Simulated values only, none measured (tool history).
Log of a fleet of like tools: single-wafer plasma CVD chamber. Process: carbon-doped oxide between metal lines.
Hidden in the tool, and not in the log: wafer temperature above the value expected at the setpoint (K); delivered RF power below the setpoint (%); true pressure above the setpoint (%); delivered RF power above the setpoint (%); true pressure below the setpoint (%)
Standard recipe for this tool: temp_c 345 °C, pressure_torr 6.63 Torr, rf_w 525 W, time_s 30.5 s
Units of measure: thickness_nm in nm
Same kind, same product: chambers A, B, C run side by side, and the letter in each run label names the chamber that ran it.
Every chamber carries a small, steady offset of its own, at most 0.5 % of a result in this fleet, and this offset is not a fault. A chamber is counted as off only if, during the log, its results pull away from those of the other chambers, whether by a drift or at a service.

run	hour	temp_c	pressure_torr	rf_w	time_s	hours since the last thermocouple change	hours since the last RF generator calibration	hours since the last manometer calibration	read-back reference wafer on the same gauge, thickness_nm	thickness_nm
1B	2.7	345	6.63	525	30.5	1197.6	932.7	1559.8	147.75	166.11
2C	6.4	345	6.63	525	30.5	2094.6	344.1	1254.5	148.22	168.62
3A	9.8	345	6.63	525	30.5	168.5	664.5	674.1	147.95	169.48
4B	12.9	345	6.63	525	30.5	1207.8	942.9	1570.0	148.11	168.71
5C	15.9	338	7.25	525	30.5	2104.1	353.6	1264.0	148.04	172.89
6A	19.8	338	7.25	525	30.5	178.5	674.5	684.1	147.85	171.83
7A	23.3	338	7.25	525	30.5	182.0	678.0	687.6	148.34	173.84
8B	26.2	345	6.63	525	30.5	1221.1	956.2	1583.3	148.16	165.68
9C	29.9	345	6.63	525	30.5	2118.1	367.6	1278.0	147.94	168.50
10C	32.8	345	6.63	525	30.5	2121.0	370.5	1280.9	147.97	167.62
11B	36.2	345	6.63	525	30.5	1231.1	966.2	1593.3	147.93	168.59
12A	39.0	345	6.63	450	30.5	197.7	693.7	703.3	148.05	150.82
13B	42.2	345	6.63	450	30.5	1237.1	972.2	1599.3	148.17	150.09
14C	46.1	345	6.63	450	30.5	2134.3	383.8	1294.2	148.06	151.39
15A	49.1	345	7.23	575	30.5	207.8	703.8	713.4	147.95	177.02
16B	52.2	345	7.23	575	30.5	1247.1	982.2	1609.3	148.00	179.29
17A	54.3	345	7.23	575	30.5	213.0	709.0	718.6	147.90	175.05
18C	57.8	345	6.63	525	30.5	2146.0	395.5	1305.9	147.85	167.74
# hour 60.3: chamber C: capacitance manometer re-zeroed and calibrated
19A	61.7	345	6.63	525	30.5	220.4	716.4	726.0	148.14	165.36
20B	64.4	336	5.51	525	30.5	1259.3	994.4	1621.5	148.04	168.55
21C	66.4	336	5.51	525	30.5	2154.6	404.1	6.2	148.14	168.88
22A	68.6	336	5.51	525	30.5	227.3	723.3	732.9	148.29	166.48
23C	71.8	338	6.63	525	30.5	2160.0	409.5	11.6	147.91	173.10
24B	75.8	338	6.63	525	30.5	1270.7	1005.8	1632.9	148.03	170.83
25B	79.0	338	6.63	525	30.5	1273.9	1009.0	1636.1	147.94	170.26
26C	81.8	345	6.63	525	30.5	2170.0	419.5	21.6	147.89	169.50
27A	85.1	345	6.63	525	30.5	243.8	739.8	749.4	147.83	163.67
28A	88.5	345	6.63	525	30.5	247.2	743.2	752.8	148.07	164.52
29B	90.5	345	6.63	525	30.5	1285.4	1020.5	1647.6	147.93	166.88
30C	92.4	345	6.63	525	30.5	2180.6	430.1	32.2	148.16	169.39

Predict what each chamber gives when all 3 of them run the settings below next.
31A	95.4	345	6.63	525	27.1					?
31B	95.4	345	6.63	525	27.1					?
31C	95.4	345	6.63	525	27.1					?

run	thickness_nm
31A	145.29
31B	147.24
31C	150.07
